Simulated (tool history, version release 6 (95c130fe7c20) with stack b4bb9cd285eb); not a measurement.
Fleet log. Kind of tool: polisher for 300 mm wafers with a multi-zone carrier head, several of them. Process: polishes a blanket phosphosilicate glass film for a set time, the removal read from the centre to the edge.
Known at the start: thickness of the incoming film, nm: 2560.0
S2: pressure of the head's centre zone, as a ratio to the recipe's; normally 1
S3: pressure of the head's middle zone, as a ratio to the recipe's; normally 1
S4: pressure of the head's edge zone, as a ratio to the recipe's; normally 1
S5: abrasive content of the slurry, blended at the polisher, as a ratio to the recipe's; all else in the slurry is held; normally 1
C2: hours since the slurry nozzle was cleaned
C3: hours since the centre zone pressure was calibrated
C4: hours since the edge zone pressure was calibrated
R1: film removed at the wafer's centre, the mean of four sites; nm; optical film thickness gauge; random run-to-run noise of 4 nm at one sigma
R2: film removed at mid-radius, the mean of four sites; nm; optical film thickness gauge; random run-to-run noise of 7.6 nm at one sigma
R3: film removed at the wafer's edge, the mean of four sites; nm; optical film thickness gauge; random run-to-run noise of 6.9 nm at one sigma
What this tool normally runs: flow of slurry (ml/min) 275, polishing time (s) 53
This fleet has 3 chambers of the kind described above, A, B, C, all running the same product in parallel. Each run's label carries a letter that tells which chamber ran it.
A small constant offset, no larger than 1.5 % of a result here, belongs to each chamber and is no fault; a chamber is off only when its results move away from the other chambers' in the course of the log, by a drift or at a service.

Run 1B, hour 11.3: usual settings; wafers polished on this pad 601; C2 40.3; C3 238.2; C4 311.4. Result: R1 537.76 nm, R2 553.13 nm, R3 529.84 nm.
At hour 15.3: chamber B: worn pad replaced by a new one.
Run 2A, hour 24.1: usual settings; wafers polished on this pad 906; C2 61.1; C3 858.6; C4 137.3. Result: R1 531.16 nm, R2 545.65 nm, R3 547.56 nm.
At hour 28.4: chamber A: worn pad replaced by a new one.
Run 3C, hour 35.8: usual settings; wafers polished on this pad 407; C2 88.4; C3 611.5; C4 706.3. Result: R1 533.17 nm, R2 529.15 nm, R3 553.56 nm.
Run 4B, hour 47.3: usual settings; wafers polished on this pad 353; C2 76.3; C3 274.2; C4 347.4. Result: R1 541.59 nm, R2 534.13 nm, R3 531.14 nm.
Run 5A, hour 62.8: usual settings but S4 1.04, S5 0.8; wafers polished on this pad 379; C2 99.8; C3 897.3; C4 176. Result: R1 475.61 nm, R2 480.69 nm, R3 500.24 nm.
At hour 68.4: chamber B: worn pad replaced by a new one.
Run 6C, hour 77.8: usual settings but S4 1.04, S5 0.8; wafers polished on this pad 869; C2 130.4; C3 653.5; C4 748.3. Result: R1 479.61 nm, R2 491.22 nm, R3 502.81 nm.
At hour 79.9: chamber A: centre zone pressure recalibrated.
Run 7A, hour 91.5: usual settings but S4 1.04, S5 0.8; wafers polished on this pad 695; C2 128.5; C3 11.6; C4 204.7. Result: R1 471.49 nm, R2 482.39 nm, R3 497.49 nm.
Run 8B, hour 101: usual settings; wafers polished on this pad 359; C2 130; C3 327.9; C4 401.1. Result: R1 528.67 nm, R2 539.62 nm, R3 524.36 nm.
At hour 106.3: chamber A: worn pad replaced by a new one.
At hour 109.1: chamber C: worn pad replaced by a new one.
Run 9C, hour 112.6: usual settings; wafers polished on this pad 39; C2 165.2; C3 688.3; C4 783.1. Result: R1 533.32 nm, R2 546.47 nm, R3 529.61 nm.
At hour 117.4: chamber C: edge zone pressure recalibrated.
Run 10A, hour 120.8: usual settings; wafers polished on this pad 159; C2 157.8; C3 40.9; C4 234. Result: R1 537.8 nm, R2 530.25 nm, R3 536.47 nm.
At hour 125.2: chamber B: worn pad replaced by a new one.
Run 11B, hour 129.8: usual settings; wafers polished on this pad 51; C2 158.8; C3 356.7; C4 429.9. Result: R1 543.99 nm, R2 542.84 nm, R3 529.76 nm.
Run 12C, hour 139: usual settings; wafers polished on this pad 330; C2 191.6; C3 714.7; C4 21.7. Result: R1 532.2 nm, R2 528.42 nm, R3 544.96 nm.
Run 13B, hour 149.1: usual settings; wafers polished on this pad 263; C2 178.1; C3 376; C4 449.2. Result: R1 545.05 nm, R2 537.18 nm, R3 538.45 nm.
At hour 157: chamber C: centre zone pressure recalibrated.
Run 14C, hour 158.6: usual settings; wafers polished on this pad 546; C2 211.2; C3 1.6; C4 41.3. Result: R1 490.84 nm, R2 521.1 nm, R3 528.69 nm.
Run 15A, hour 166.8: usual settings; wafers polished on this pad 666; C2 203.8; C3 86.9; C4 280. Result: R1 540.34 nm, R2 540.15 nm, R3 537.57 nm.
Run 16A, hour 177.5: usual settings but polishing time (s) 69; wafers polished on this pad 784; C2 214.5; C3 97.6; C4 290.7. Result: R1 700.55 nm, R2 713.59 nm, R3 712.47 nm.
At hour 185: chamber B: worn pad replaced by a new one.
At hour 190.2: chamber A: worn pad replaced by a new one.
Run 17C, hour 193.1: usual settings but polishing time (s) 69; wafers polished on this pad 926; C2 245.7; C3 36.1; C4 75.8. Result: R1 636.97 nm, R2 686.7 nm, R3 708.33 nm.
Run 18B, hour 202.3: usual settings but polishing time (s) 69; wafers polished on this pad 190; C2 231.3; C3 429.2; C4 502.4. Result: R1 697.16 nm, R2 706.04 nm, R3 677.88 nm.
Run 19C, hour 209.6: usual settings; wafers polished on this pad 1107; C2 262.2; C3 52.6; C4 92.3. Result: R1 484.04 nm, R2 536.69 nm, R3 530.02 nm.
Run 20A, hour 224.7: usual settings but flow of slurry (ml/min) 225, S2 1.11; wafers polished on this pad 380; C2 261.7; C3 144.8; C4 337.9. Result: R1 583.82 nm, R2 529.78 nm, R3 537.38 nm.
Run 21B, hour 236.6: usual settings but flow of slurry (ml/min) 225, S2 1.11; wafers polished on this pad 568; C2 265.6; C3 463.5; C4 536.7. Result: R1 589.99 nm, R2 522.41 nm, R3 516.6 nm.
At hour 236.8: chamber B: worn pad replaced by a new one.
Run 22B, hour 250.2: usual settings but flow of slurry (ml/min) 225, S2 1.11; wafers polished on this pad 148; C2 279.2; C3 477.1; C4 550.3. Result: R1 587.9 nm, R2 525.84 nm, R3 528.59 nm.
At hour 265: chamber A: worn pad replaced by a new one.
Run 23A, hour 265.6: usual settings; wafers polished on this pad 7; C2 302.6; C3 185.7; C4 378.8. Result: R1 541.94 nm, R2 532.54 nm, R3 546.61 nm.

Predict what each chamber gives when all 3 of them run the settings below next.
Run 24A, hour 277.2: usual settings. Result: R1 ?, R2 ?, R3 ?.
Run 24B, hour 277.2: usual settings. Result: R1 ?, R2 ?, R3 ?.
Run 24C, hour 277.2: usual settings. Result: R1 ?, R2 ?, R3 ?.

run      R1      R2      R3
24A  535.41  533.04  532.57
24B  539.57   535.4  522.07
24C  487.99  536.44  539.27
